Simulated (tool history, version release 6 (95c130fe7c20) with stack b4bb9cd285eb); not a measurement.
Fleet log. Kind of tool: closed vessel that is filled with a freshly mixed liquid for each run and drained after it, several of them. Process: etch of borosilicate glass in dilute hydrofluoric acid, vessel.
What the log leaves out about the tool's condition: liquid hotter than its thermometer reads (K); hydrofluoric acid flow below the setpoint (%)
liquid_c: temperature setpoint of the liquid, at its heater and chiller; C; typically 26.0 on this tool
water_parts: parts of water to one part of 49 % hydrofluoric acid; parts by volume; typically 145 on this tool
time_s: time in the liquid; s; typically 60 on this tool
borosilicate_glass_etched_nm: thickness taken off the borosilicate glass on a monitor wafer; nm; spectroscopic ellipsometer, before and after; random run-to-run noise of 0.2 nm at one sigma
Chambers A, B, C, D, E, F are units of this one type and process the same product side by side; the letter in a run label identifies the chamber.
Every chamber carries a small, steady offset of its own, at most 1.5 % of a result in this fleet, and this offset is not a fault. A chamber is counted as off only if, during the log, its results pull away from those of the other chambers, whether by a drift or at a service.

run   hour  liquid_c  water_parts  time_s  hours since the thermometer was replaced  hours since the hydrofluoric acid flow meter was replaced  read-back film thickness of the borosilicate glass reference wafer, read on the same gauge (nm)  borosilicate_glass_etched_nm
 1D    7.3      26.0          145      60                                    2020.0                                                      414.7                                                                                           40.013                        22.206
      12.5  -- chamber D: hydrofluoric acid flow meter replaced
 2F   15.3      26.0          145      60                                     108.7                                                      662.5                                                                                           39.982                        22.178
 3E   23.1      26.0          145      60                                    2071.0                                                      984.3                                                                                           40.002                        22.690
 4C   30.1      26.0          145      60                                      45.3                                                      489.1                                                                                           40.005                        22.385
 5A   36.9      26.0          145      60                                     953.4                                                      707.6                                                                                           40.003                        22.460
 6B   41.6      26.0          145      60                                     799.5                                                      327.7                                                                                           39.978                        22.216
 7D   46.5      26.0          145      45                                    2059.2                                                       34.1                                                                                           40.041                        16.722
 8C   55.3      26.0          145      45                                      70.5                                                      514.3                                                                                           39.989                        16.649
 9A   59.9      26.0          145      45                                     976.4                                                      730.6                                                                                           40.027                        16.820
10E   67.7      26.0          145      45                                    2115.6                                                     1028.9                                                                                           39.998                        17.101
11B   75.9      26.0          145      45                                     833.8                                                      362.0                                                                                           40.005                        17.067
12F   80.2      26.0          145      45                                     173.6                                                      727.4                                                                                           40.002                        16.811
13F   87.2      26.0          145      60                                     180.6                                                      734.4                                                                                           39.994                        22.453
14E   94.4      26.0          145      60                                    2142.3                                                     1055.6                                                                                           40.000                        22.892
15D  102.0      27.5          145      80                                    2114.7                                                       89.6                                                                                           40.017                        31.738
16B  109.7      27.5          145      80                                     867.6                                                      395.8                                                                                           40.001                        32.039
17A  119.2      27.5          145      80                                    1035.7                                                      789.9                                                                                           40.013                        31.330
18C  125.5      27.5          145      80                                     140.7                                                      584.5                                                                                           40.018                        31.009
19B  133.9      27.5          145      80                                     891.8                                                      420.0                                                                                           39.999                        31.881
20E  142.1      27.5          145      80                                    2190.0                                                     1103.3                                                                                           39.974                        32.419
21D  146.3      26.0          145      60                                    2159.0                                                      133.9                                                                                           40.022                        22.578
22A  153.4      26.0          145      60                                    1069.9                                                      824.1                                                                                           39.977                        22.106
23F  160.8      26.0          145      60                                     254.2                                                      808.0                                                                                           39.969                        22.540
24C  169.5      26.0          145      60                                     184.7                                                      628.5                                                                                           40.002                        22.240
25D  178.6      26.0          145      60                                    2191.3                                                      166.2                                                                                           40.004                        22.077
26F  186.1      26.0          145      60                                     279.5                                                      833.3                                                                                           39.980                        22.320
27E  192.8      26.0          145      60                                    2240.7                                                     1154.0                                                                                           40.000                        23.354
28C  202.3      26.0          145      60                                     217.5                                                      661.3                                                                                           40.015                        22.250
29A  209.7      26.0          145      60                                    1126.2                                                      880.4                                                                                           39.999                        21.553
30B  215.7      26.0          145      60                                     973.6                                                      501.8                                                                                           39.997                        22.960
     218.4  -- chamber B: hydrofluoric acid flow meter replaced
31B  220.5      26.0          145      60                                     978.4                                                        2.2                                                                                           40.006                        22.862
32E  225.5      26.0          145      60                                    2273.4                                                     1186.7                                                                                           40.017                        22.976
33C  234.9      26.0          145      60                                     250.1                                                      693.9                                                                                           39.998                        22.186
     238.4  -- chamber E: hydrofluoric acid flow meter replaced
34F  240.2      26.0          145      60                                     333.6                                                      887.4                                                                                           39.998                        22.184
35A  245.7      26.0          145      60                                    1162.2                                                      916.4                                                                                           39.978                        21.516
36D  255.1      26.0          145      60                                    2267.8                                                      242.7                                                                                           39.979                        22.124
37E  264.4      26.0          145      60                                    2312.3                                                       26.1                                                                                           39.991                        22.798

Predict what each chamber gives when all 6 of them run the settings below next.
38A  271.3      26.0          145      60                                                                                                                                                                                                                                   ?
38B  271.3      26.0          145      60                                                                                                                                                                                                                                   ?
38C  271.3      26.0          145      60                                                                                                                                                                                                                                   ?
38D  271.3      26.0          145      60                                                                                                                                                                                                                                   ?
38E  271.3      26.0          145      60                                                                                                                                                                                                                                   ?
38F  271.3      26.0          145      60                                                                                                                                                                                                                                   ?

run  borosilicate_glass_etched_nm
38A                        21.126
38B                        22.861
38C                        22.364
38D                        22.277
38E                        22.661
38F                        22.377

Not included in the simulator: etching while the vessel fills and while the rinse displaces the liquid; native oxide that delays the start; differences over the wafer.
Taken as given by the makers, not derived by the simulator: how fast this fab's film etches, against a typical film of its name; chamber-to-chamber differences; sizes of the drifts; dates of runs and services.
